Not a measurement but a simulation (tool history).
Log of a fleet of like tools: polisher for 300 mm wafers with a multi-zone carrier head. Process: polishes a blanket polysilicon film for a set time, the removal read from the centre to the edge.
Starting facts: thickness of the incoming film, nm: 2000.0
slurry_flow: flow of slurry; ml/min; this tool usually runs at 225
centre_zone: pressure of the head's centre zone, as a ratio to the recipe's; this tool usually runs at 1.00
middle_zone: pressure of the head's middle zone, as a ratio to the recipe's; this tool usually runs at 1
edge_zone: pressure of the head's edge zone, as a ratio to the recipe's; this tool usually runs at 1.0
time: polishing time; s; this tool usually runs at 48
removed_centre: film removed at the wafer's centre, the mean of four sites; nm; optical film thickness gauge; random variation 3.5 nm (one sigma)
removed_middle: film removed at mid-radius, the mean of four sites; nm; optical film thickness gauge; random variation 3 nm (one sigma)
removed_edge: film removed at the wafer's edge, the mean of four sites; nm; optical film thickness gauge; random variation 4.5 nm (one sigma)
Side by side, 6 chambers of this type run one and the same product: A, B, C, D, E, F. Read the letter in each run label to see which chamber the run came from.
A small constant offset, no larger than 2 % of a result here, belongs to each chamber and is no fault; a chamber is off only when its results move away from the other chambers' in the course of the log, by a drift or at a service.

-- hour=0.8 chamber A: worn pad replaced by a new one
-- hour=4.5 chamber D: worn pad replaced by a new one
run 1E hour=7.5 | slurry_flow=225 centre_zone=1.00 middle_zone=1 edge_zone=1.0 time=48 | removed_centre=300.97 removed_middle=309.76 removed_edge=313.77
-- hour=9.6 chamber F: worn pad replaced by a new one
-- hour=12.7 chamber B: edge zone pressure recalibrated
run 2C hour=13.5 | slurry_flow=225 centre_zone=1.00 middle_zone=1 edge_zone=1.0 time=48 | removed_centre=316.80 removed_middle=309.27 removed_edge=308.95
run 3F hour=20.7 | slurry_flow=225 centre_zone=1.00 middle_zone=1 edge_zone=1.0 time=48 | removed_centre=304.21 removed_middle=305.15 removed_edge=310.51
run 4D hour=25.9 | slurry_flow=225 centre_zone=1.00 middle_zone=1 edge_zone=1.0 time=48 | removed_centre=307.45 removed_middle=312.77 removed_edge=314.50
run 5A hour=29.4 | slurry_flow=225 centre_zone=1.00 middle_zone=1 edge_zone=1.0 time=48 | removed_centre=307.36 removed_middle=310.50 removed_edge=310.21
-- hour=31.4 chamber C: worn pad replaced by a new one
run 6B hour=35.0 | slurry_flow=225 centre_zone=1.00 middle_zone=1 edge_zone=1.0 time=48 | removed_centre=316.12 removed_middle=310.49 removed_edge=306.44
-- hour=35.6 chamber E: worn pad replaced by a new one
-- hour=38.8 chamber B: worn pad replaced by a new one
run 7E hour=40.5 | slurry_flow=225 centre_zone=1.00 middle_zone=1 edge_zone=1.0 time=48 | removed_centre=308.15 removed_middle=303.98 removed_edge=309.18
run 8D hour=45.0 | slurry_flow=225 centre_zone=1.00 middle_zone=1 edge_zone=1.0 time=48 | removed_centre=305.40 removed_middle=308.20 removed_edge=310.11
-- hour=47.5 chamber A: worn pad replaced by a new one
run 9A hour=52.5 | slurry_flow=225 centre_zone=1.00 middle_zone=1 edge_zone=1.0 time=48 | removed_centre=315.53 removed_middle=309.13 removed_edge=309.15
run 10C hour=59.2 | slurry_flow=225 centre_zone=1.00 middle_zone=1 edge_zone=1.0 time=48 | removed_centre=316.25 removed_middle=304.44 removed_edge=302.15
run 11F hour=62.8 | slurry_flow=225 centre_zone=1.00 middle_zone=1 edge_zone=1.0 time=48 | removed_centre=307.22 removed_middle=306.79 removed_edge=307.97
-- hour=64.5 chamber D: worn pad replaced by a new one
-- hour=67.4 chamber E: centre zone pressure recalibrated
run 12B hour=68.4 | slurry_flow=150 centre_zone=1.00 middle_zone=1 edge_zone=1.0 time=48 | removed_centre=286.00 removed_middle=289.87 removed_edge=296.83
-- hour=71.2 chamber A: edge zone pressure recalibrated
run 13C hour=74.5 | slurry_flow=150 centre_zone=1.00 middle_zone=1 edge_zone=1.0 time=48 | removed_centre=290.98 removed_middle=292.64 removed_edge=301.53
run 14D hour=79.0 | slurry_flow=150 centre_zone=1.00 middle_zone=1 edge_zone=1.0 time=48 | removed_centre=281.83 removed_middle=288.89 removed_edge=298.49
-- hour=82.2 chamber B: centre zone pressure recalibrated
-- hour=82.9 chamber A: worn pad replaced by a new one
run 15F hour=86.7 | slurry_flow=150 centre_zone=1.00 middle_zone=1 edge_zone=1.0 time=48 | removed_centre=286.20 removed_middle=287.45 removed_edge=298.15
-- hour=89.2 chamber B: worn pad replaced by a new one
run 16B hour=94.5 | slurry_flow=150 centre_zone=1.00 middle_zone=1 edge_zone=1.0 time=48 | removed_centre=286.25 removed_middle=289.68 removed_edge=301.57
run 17E hour=98.0 | slurry_flow=150 centre_zone=1.00 middle_zone=1 edge_zone=1.0 time=48 | removed_centre=285.06 removed_middle=289.50 removed_edge=297.65
run 18A hour=104.2 | slurry_flow=225 centre_zone=1.00 middle_zone=1 edge_zone=1.0 time=38 | removed_centre=248.54 removed_middle=247.65 removed_edge=245.92
-- hour=107.0 chamber F: worn pad replaced by a new one
run 19D hour=109.3 | slurry_flow=225 centre_zone=1.00 middle_zone=1 edge_zone=1.0 time=38 | removed_centre=234.32 removed_middle=238.96 removed_edge=240.58
run 20A hour=113.4 | slurry_flow=225 centre_zone=1.00 middle_zone=1 edge_zone=1.0 time=38 | removed_centre=247.50 removed_middle=243.09 removed_edge=251.11
run 21B hour=120.8 | slurry_flow=225 centre_zone=1.00 middle_zone=1 edge_zone=1.0 time=38 | removed_centre=240.67 removed_middle=245.53 removed_edge=246.15
-- hour=126.8 chamber A: worn pad replaced by a new one
run 22C hour=127.0 | slurry_flow=225 centre_zone=1.00 middle_zone=1 edge_zone=1.0 time=38 | removed_centre=248.93 removed_middle=242.43 removed_edge=244.91
-- hour=128.8 chamber E: worn pad replaced by a new one
-- hour=130.1 chamber D: worn pad replaced by a new one
run 23F hour=133.7 | slurry_flow=225 centre_zone=1.00 middle_zone=1 edge_zone=1.0 time=38 | removed_centre=242.68 removed_middle=244.80 removed_edge=243.59
-- hour=137.2 chamber C: worn pad replaced by a new one
run 24E hour=137.5 | slurry_flow=225 centre_zone=1.00 middle_zone=1 edge_zone=1.0 time=48 | removed_centre=302.98 removed_middle=307.57 removed_edge=314.55
-- hour=140.5 chamber B: worn pad replaced by a new one
-- hour=140.7 chamber A: slurry nozzle cleaned
run 25F hour=142.2 | slurry_flow=225 centre_zone=0.89 middle_zone=1 edge_zone=1.1 time=48 | removed_centre=270.51 removed_middle=305.35 removed_edge=324.41
run 26B hour=146.3 | slurry_flow=225 centre_zone=0.89 middle_zone=1 edge_zone=1.1 time=48 | removed_centre=272.83 removed_middle=306.50 removed_edge=328.07
run 27A hour=152.4 | slurry_flow=225 centre_zone=0.89 middle_zone=1 edge_zone=1.1 time=48 | removed_centre=276.62 removed_middle=311.82 removed_edge=325.23
run 28D hour=157.7 | slurry_flow=225 centre_zone=0.89 middle_zone=1 edge_zone=1.1 time=48 | removed_centre=257.74 removed_middle=297.04 removed_edge=323.87
run 29E hour=163.0 | slurry_flow=225 centre_zone=0.89 middle_zone=1 edge_zone=1.1 time=48 | removed_centre=268.64 removed_middle=309.29 removed_edge=337.38
-- hour=164.8 chamber A: worn pad replaced by a new one
run 30C hour=167.0 | slurry_flow=225 centre_zone=0.89 middle_zone=1 edge_zone=1.1 time=48 | removed_centre=274.70 removed_middle=305.05 removed_edge=332.72
-- hour=173.3 chamber E: slurry nozzle cleaned
run 31D hour=174.8 | slurry_flow=225 centre_zone=1.00 middle_zone=1 edge_zone=1.0 time=48 | removed_centre=292.20 removed_middle=298.34 removed_edge=302.90
run 32B hour=178.4 | slurry_flow=225 centre_zone=1.00 middle_zone=1 edge_zone=1.0 time=48 | removed_centre=308.72 removed_middle=313.70 removed_edge=312.99
run 33A hour=182.0 | slurry_flow=200 centre_zone=1.00 middle_zone=1 edge_zone=1.0 time=62 | removed_centre=396.22 removed_middle=397.02 removed_edge=396.48
run 34C hour=186.9 | slurry_flow=200 centre_zone=1.00 middle_zone=1 edge_zone=1.0 time=62 | removed_centre=398.20 removed_middle=396.28 removed_edge=403.03
run 35E hour=190.7 | slurry_flow=200 centre_zone=1.00 middle_zone=1 edge_zone=1.0 time=62 | removed_centre=387.07 removed_middle=393.16 removed_edge=399.73
run 36F hour=198.0 | slurry_flow=200 centre_zone=1.00 middle_zone=1 edge_zone=1.0 time=62 | removed_centre=398.69 removed_middle=385.43 removed_edge=397.27
run 37C hour=204.3 | slurry_flow=200 centre_zone=1.00 middle_zone=1 edge_zone=1.0 time=62 | removed_centre=385.20 removed_middle=398.82 removed_edge=393.81

All chambers now run identical settings, listed one chamber a line with results as question marks. What results will each chamber show?
run 38A hour=210.0 | slurry_flow=225 centre_zone=1.00 middle_zone=1 edge_zone=1.0 time=48 | removed_centre=? removed_middle=? removed_edge=?
run 38B hour=210.0 | slurry_flow=225 centre_zone=1.00 middle_zone=1 edge_zone=1.0 time=48 | removed_centre=? removed_middle=? removed_edge=?
run 38C hour=210.0 | slurry_flow=225 centre_zone=1.00 middle_zone=1 edge_zone=1.0 time=48 | removed_centre=? removed_middle=? removed_edge=?
run 38D hour=210.0 | slurry_flow=225 centre_zone=1.00 middle_zone=1 edge_zone=1.0 time=48 | removed_centre=? removed_middle=? removed_edge=?
run 38E hour=210.0 | slurry_flow=225 centre_zone=1.00 middle_zone=1 edge_zone=1.0 time=48 | removed_centre=? removed_middle=? removed_edge=?
run 38F hour=210.0 | slurry_flow=225 centre_zone=1.00 middle_zone=1 edge_zone=1.0 time=48 | removed_centre=? removed_middle=? removed_edge=?

run=38A removed_centre=301.91 removed_middle=309.06 removed_edge=299.79
run=38B removed_centre=308.50 removed_middle=306.57 removed_edge=305.57
run=38C removed_centre=308.12 removed_middle=306.72 removed_edge=312.15
run=38D removed_centre=285.18 removed_middle=290.59 removed_edge=291.26
run=38E removed_centre=303.66 removed_middle=313.41 removed_edge=315.51
run=38F removed_centre=308.65 removed_middle=306.02 removed_edge=310.62

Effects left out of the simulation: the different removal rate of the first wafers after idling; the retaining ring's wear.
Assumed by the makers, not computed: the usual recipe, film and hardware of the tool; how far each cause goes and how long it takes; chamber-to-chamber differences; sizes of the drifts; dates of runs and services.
